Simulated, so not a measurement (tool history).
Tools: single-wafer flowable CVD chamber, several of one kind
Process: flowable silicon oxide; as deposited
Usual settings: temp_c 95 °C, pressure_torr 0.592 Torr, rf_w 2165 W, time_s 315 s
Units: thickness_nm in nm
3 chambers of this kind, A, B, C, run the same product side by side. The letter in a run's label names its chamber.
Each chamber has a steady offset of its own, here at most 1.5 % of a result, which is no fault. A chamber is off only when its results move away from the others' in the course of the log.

| run | hour | temp_c | pressure_torr | rf_w | time_s | hours since the last thermocouple change | hours since the last RF generator calibration | hours since the last manometer calibration | read-back reference wafer on the same gauge, thickness_nm | thickness_nm |
|---|---|---|---|---|---|---|---|---|---|---|
| 1B | 6.2 | 95 | 0.592 | 2165 | 315 | 1036.9 | 631.8 | 738.1 | 122.99 | 152.32 |
| 2A | 11.1 | 95 | 0.592 | 2165 | 315 | 2630.5 | 919.7 | 1593.2 | 123.01 | 152.83 |
| 3C | 20.5 | 95 | 0.592 | 2165 | 315 | 501.1 | 50.2 | 1280.5 | 123.06 | 154.29 |
| 4B | 30.3 | 95 | 0.592 | 2165 | 315 | 1061 | 655.9 | 762.2 | 123.12 | 152.34 |
| 5A | 35.8 | 95 | 0.592 | 2165 | 315 | 2655.2 | 944.4 | 1617.9 | 123.1 | 153.02 |
| 6C | 40.7 | 95 | 0.592 | 2165 | 315 | 521.3 | 70.4 | 1300.7 | 123.11 | 154.31 |
| 7C | 51.3 | 95 | 0.663 | 2165 | 315 | 531.9 | 81 | 1311.3 | 123.1 | 180.01 |
| 8B | 57.1 | 95 | 0.663 | 2165 | 315 | 1087.8 | 682.7 | 789 | 123.15 | 179.07 |
| 9A | 66.1 | 95 | 0.663 | 2165 | 315 | 2685.5 | 974.7 | 1648.2 | 123.14 | 178.59 |
| 10C | 72.1 | 95 | 0.592 | 2165 | 315 | 552.7 | 101.8 | 1332.1 | 123.19 | 154.07 |
| 11A | 81.5 | 95 | 0.592 | 2165 | 315 | 2700.9 | 990.1 | 1663.6 | 123.2 | 152.66 |
| 12B | 91.7 | 95 | 0.592 | 2165 | 315 | 1122.4 | 717.3 | 823.6 | 123.24 | 152.85 |
| 13B | 101.6 | 95 | 0.592 | 2165 | 315 | 1132.3 | 727.2 | 833.5 | 123.22 | 153.07 |
| 14C | 111.4 | 95 | 0.592 | 2165 | 315 | 592 | 141.1 | 1371.4 | 123.24 | 154.39 |
| 15A | 119.9 | 95 | 0.592 | 2165 | 315 | 2739.3 | 1028.5 | 1702 | 123.29 | 153.06 |
| 16B | 125.5 | 84 | 0.592 | 1800 | 315 | 1156.2 | 751.1 | 857.4 | 123.29 | 208.72 |
| 17C | 136.1 | 84 | 0.592 | 1800 | 315 | 616.7 | 165.8 | 1396.1 | 123.3 | 209.94 |
| 18A | 141.4 | 84 | 0.592 | 1800 | 315 | 2760.8 | 1050 | 1723.5 | 123.32 | 208.69 |
| 19B | 150.7 | 95 | 0.592 | 2165 | 315 | 1181.4 | 776.3 | 882.6 | 123.32 | 153.22 |
| 20C | 161.3 | 95 | 0.592 | 1795 | 256 | 641.9 | 191 | 1421.3 | 123.39 | 120.58 |
| 21A | 169.4 | 95 | 0.592 | 1795 | 256 | 2788.8 | 1078 | 1751.5 | 123.4 | 119.48 |
| 22C | 180.5 | 95 | 0.592 | 1795 | 256 | 661.1 | 210.2 | 1440.5 | 123.39 | 120.7 |
| 23B | 188.6 | 95 | 0.592 | 2165 | 315 | 1219.3 | 814.2 | 920.5 | 123.49 | 153.18 |
| 24A | 197.1 | 95 | 0.592 | 2165 | 315 | 2816.5 | 1105.7 | 1779.2 | 123.45 | 153.22 |
| 25B | 204.4 | 95 | 0.592 | 2165 | 315 | 1235.1 | 830 | 936.3 | 123.49 | 153.11 |
| 26C | 212.8 | 95 | 0.592 | 2165 | 315 | 693.4 | 242.5 | 1472.8 | 123.53 | 154.89 |
| 27A | 218.8 | 95 | 0.592 | 2165 | 315 | 2838.2 | 1127.4 | 1800.9 | 123.46 | 153.24 |
|  | 219.7 | chamber A: thermocouple changed; heater temperature recalibrated |
| 28B | 224.4 | 95 | 0.592 | 2165 | 315 | 1255.1 | 850 | 956.3 | 123.49 | 153.05 |
| 29C | 232.3 | 95 | 0.592 | 2165 | 315 | 712.9 | 262 | 1492.3 | 123.53 | 154.87 |
| 30A | 243 | 95 | 0.592 | 2165 | 315 | 23.3 | 1151.6 | 1825.1 | 123.56 | 153.67 |
| 31B | 252.6 | 95 | 0.592 | 2165 | 315 | 1283.3 | 878.2 | 984.5 | 123.64 | 153.21 |
|  | 256.4 | chamber A: RF generator calibrated |
| 32C | 259.3 | 95 | 0.592 | 2165 | 315 | 739.9 | 289 | 1519.3 | 123.65 | 155.2 |
| 33A | 267 | 95 | 0.592 | 2165 | 315 | 47.3 | 10.7 | 1849.1 | 123.65 | 153.43 |
| 34A | 272.9 | 95 | 0.592 | 2165 | 315 | 53.2 | 16.6 | 1855 | 123.66 | 153.73 |
| 35C | 279.6 | 95 | 0.592 | 2165 | 315 | 760.2 | 309.3 | 1539.6 | 123.69 | 155.5 |

What goes on in this fleet: one chamber off, a drifting gauge, or nothing beyond the chambers' own small offsets? Name the chamber and the cause, if any.

The gauge drifts, so all chambers seem to drift together. No chamber is off.
Cause: gauge reads high (%) = 0.541.

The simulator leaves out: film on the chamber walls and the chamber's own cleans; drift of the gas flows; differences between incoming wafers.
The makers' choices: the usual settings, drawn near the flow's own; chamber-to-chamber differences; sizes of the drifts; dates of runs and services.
